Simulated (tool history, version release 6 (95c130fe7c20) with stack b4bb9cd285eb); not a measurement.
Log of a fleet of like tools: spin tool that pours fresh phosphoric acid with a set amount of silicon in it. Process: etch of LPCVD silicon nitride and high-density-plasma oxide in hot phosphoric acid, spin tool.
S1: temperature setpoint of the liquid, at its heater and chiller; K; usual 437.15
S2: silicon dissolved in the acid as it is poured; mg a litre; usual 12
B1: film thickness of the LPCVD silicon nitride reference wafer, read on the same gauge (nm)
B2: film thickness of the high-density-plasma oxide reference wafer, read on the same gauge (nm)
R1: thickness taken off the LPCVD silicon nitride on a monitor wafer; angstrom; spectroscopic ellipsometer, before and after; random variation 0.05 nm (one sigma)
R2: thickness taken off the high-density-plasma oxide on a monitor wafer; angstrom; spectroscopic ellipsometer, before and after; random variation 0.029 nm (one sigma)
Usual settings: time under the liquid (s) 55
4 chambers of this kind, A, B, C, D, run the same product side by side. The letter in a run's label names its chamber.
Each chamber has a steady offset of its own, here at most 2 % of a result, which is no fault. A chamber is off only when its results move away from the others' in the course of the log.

{"run": "1D", "hour": 10.8, "S1": 437.15, "S2": 12, "time under the liquid (s)": 55, "B1": 80.032, "B2": 139.98, "R1": 55.413, "R2": 2.3088}
{"hour": 11.8, "done": "chamber B: dissolved silicon flow meter replaced"}
{"run": "2C", "hour": 21.7, "S1": 437.15, "S2": 12, "time under the liquid (s)": 55, "B1": 80.012, "B2": 140.0, "R1": 56.907, "R2": 2.1717}
{"run": "3B", "hour": 33.0, "S1": 437.15, "S2": 12, "time under the liquid (s)": 55, "B1": 80.015, "B2": 140.02, "R1": 56.605, "R2": 2.3737}
{"run": "4A", "hour": 44.6, "S1": 437.15, "S2": 12, "time under the liquid (s)": 55, "B1": 79.975, "B2": 140.01, "R1": 56.411, "R2": 1.7669}
{"run": "5B", "hour": 54.8, "S1": 437.15, "S2": 12, "time under the liquid (s)": 55, "B1": 79.985, "B2": 140.0, "R1": 56.665, "R2": 2.2868}
{"run": "6D", "hour": 66.0, "S1": 437.15, "S2": 12, "time under the liquid (s)": 55, "B1": 80.03, "B2": 140.0, "R1": 55.537, "R2": 1.351}
{"run": "7A", "hour": 75.7, "S1": 437.15, "S2": 12, "time under the liquid (s)": 55, "B1": 80.029, "B2": 139.99, "R1": 57.396, "R2": 2.4617}
{"hour": 84.7, "done": "chamber C: thermometer replaced"}
{"run": "8C", "hour": 88.2, "S1": 437.15, "S2": 12, "time under the liquid (s)": 55, "B1": 80.006, "B2": 140.0, "R1": 56.9, "R2": 2.251}
{"run": "9D", "hour": 96.3, "S1": 437.15, "S2": 12, "time under the liquid (s)": 55, "B1": 79.982, "B2": 140.0, "R1": 56.176, "R2": 2.4943}
{"hour": 109.2, "done": "chamber A: heated supply line repaired"}
{"run": "10A", "hour": 109.4, "S1": 437.15, "S2": 12, "time under the liquid (s)": 55, "B1": 79.995, "B2": 139.99, "R1": 57.196, "R2": 1.5136}
{"run": "11B", "hour": 117.7, "S1": 437.15, "S2": 12, "time under the liquid (s)": 55, "B1": 79.995, "B2": 140.0, "R1": 56.942, "R2": 2.0554}
{"run": "12C", "hour": 125.0, "S1": 438.15, "S2": 12, "time under the liquid (s)": 35, "B1": 79.974, "B2": 140.0, "R1": 37.424, "R2": 1.3446}
{"run": "13C", "hour": 131.5, "S1": 438.15, "S2": 12, "time under the liquid (s)": 35, "B1": 79.978, "B2": 140.01, "R1": 36.875, "R2": 1.4578}
{"run": "14D", "hour": 140.2, "S1": 438.15, "S2": 12, "time under the liquid (s)": 35, "B1": 80.008, "B2": 139.98, "R1": 36.161, "R2": 1.3883}
{"run": "15B", "hour": 149.8, "S1": 438.15, "S2": 12, "time under the liquid (s)": 35, "B1": 80.025, "B2": 140.0, "R1": 37.566, "R2": 1.519}
{"run": "16A", "hour": 160.0, "S1": 437.15, "S2": 12, "time under the liquid (s)": 55, "B1": 79.977, "B2": 139.97, "R1": 58.006, "R2": 2.1384}
{"run": "17B", "hour": 172.6, "S1": 438.65, "S2": 12, "time under the liquid (s)": 55, "B1": 79.986, "B2": 139.98, "R1": 59.556, "R2": 2.0799}
{"run": "18C", "hour": 181.7, "S1": 438.65, "S2": 12, "time under the liquid (s)": 55, "B1": 79.976, "B2": 140.0, "R1": 60.002, "R2": 2.3697}
{"run": "19D", "hour": 188.5, "S1": 438.65, "S2": 12, "time under the liquid (s)": 55, "B1": 80.035, "B2": 139.99, "R1": 59.374, "R2": 2.7619}
{"run": "20A", "hour": 199.7, "S1": 438.65, "S2": 12, "time under the liquid (s)": 55, "B1": 80.014, "B2": 139.99, "R1": 59.246, "R2": 2.5637}
{"hour": 204.2, "done": "chamber C: dissolved silicon flow meter replaced"}
{"run": "21D", "hour": 208.3, "S1": 437.15, "S2": 12, "time under the liquid (s)": 55, "B1": 80.051, "B2": 139.99, "R1": 56.041, "R2": 2.0735}
{"run": "22A", "hour": 220.6, "S1": 437.15, "S2": 12, "time under the liquid (s)": 55, "B1": 80.009, "B2": 139.99, "R1": 56.904, "R2": 2.3241}
{"hour": 223.5, "done": "chamber D: thermometer replaced"}
{"run": "23B", "hour": 230.1, "S1": 437.15, "S2": 12, "time under the liquid (s)": 55, "B1": 80.007, "B2": 140.01, "R1": 56.649, "R2": 2.3488}
{"run": "24C", "hour": 237.0, "S1": 437.15, "S2": 12, "time under the liquid (s)": 55, "B1": 80.026, "B2": 140.01, "R1": 56.686, "R2": 1.9059}
{"run": "25D", "hour": 244.4, "S1": 437.15, "S2": 12, "time under the liquid (s)": 55, "B1": 80.065, "B2": 140.0, "R1": 55.77, "R2": 2.5465}

All 4 chambers run these settings next. Forecast each chamber's results:
{"run": "26A", "hour": 254.8, "S1": 437.15, "S2": 12, "time under the liquid (s)": 75, "R1": "?", "R2": "?"}
{"run": "26B", "hour": 254.8, "S1": 437.15, "S2": 12, "time under the liquid (s)": 75, "R1": "?", "R2": "?"}
{"run": "26C", "hour": 254.8, "S1": 437.15, "S2": 12, "time under the liquid (s)": 75, "R1": "?", "R2": "?"}
{"run": "26D", "hour": 254.8, "S1": 437.15, "S2": 12, "time under the liquid (s)": 75, "R1": "?", "R2": "?"}

run=26A R1=78.817 R2=2.8287
run=26B R1=78.573 R2=2.6864
run=26C R1=77.632 R2=3.6221
run=26D R1=76.207 R2=2.9983
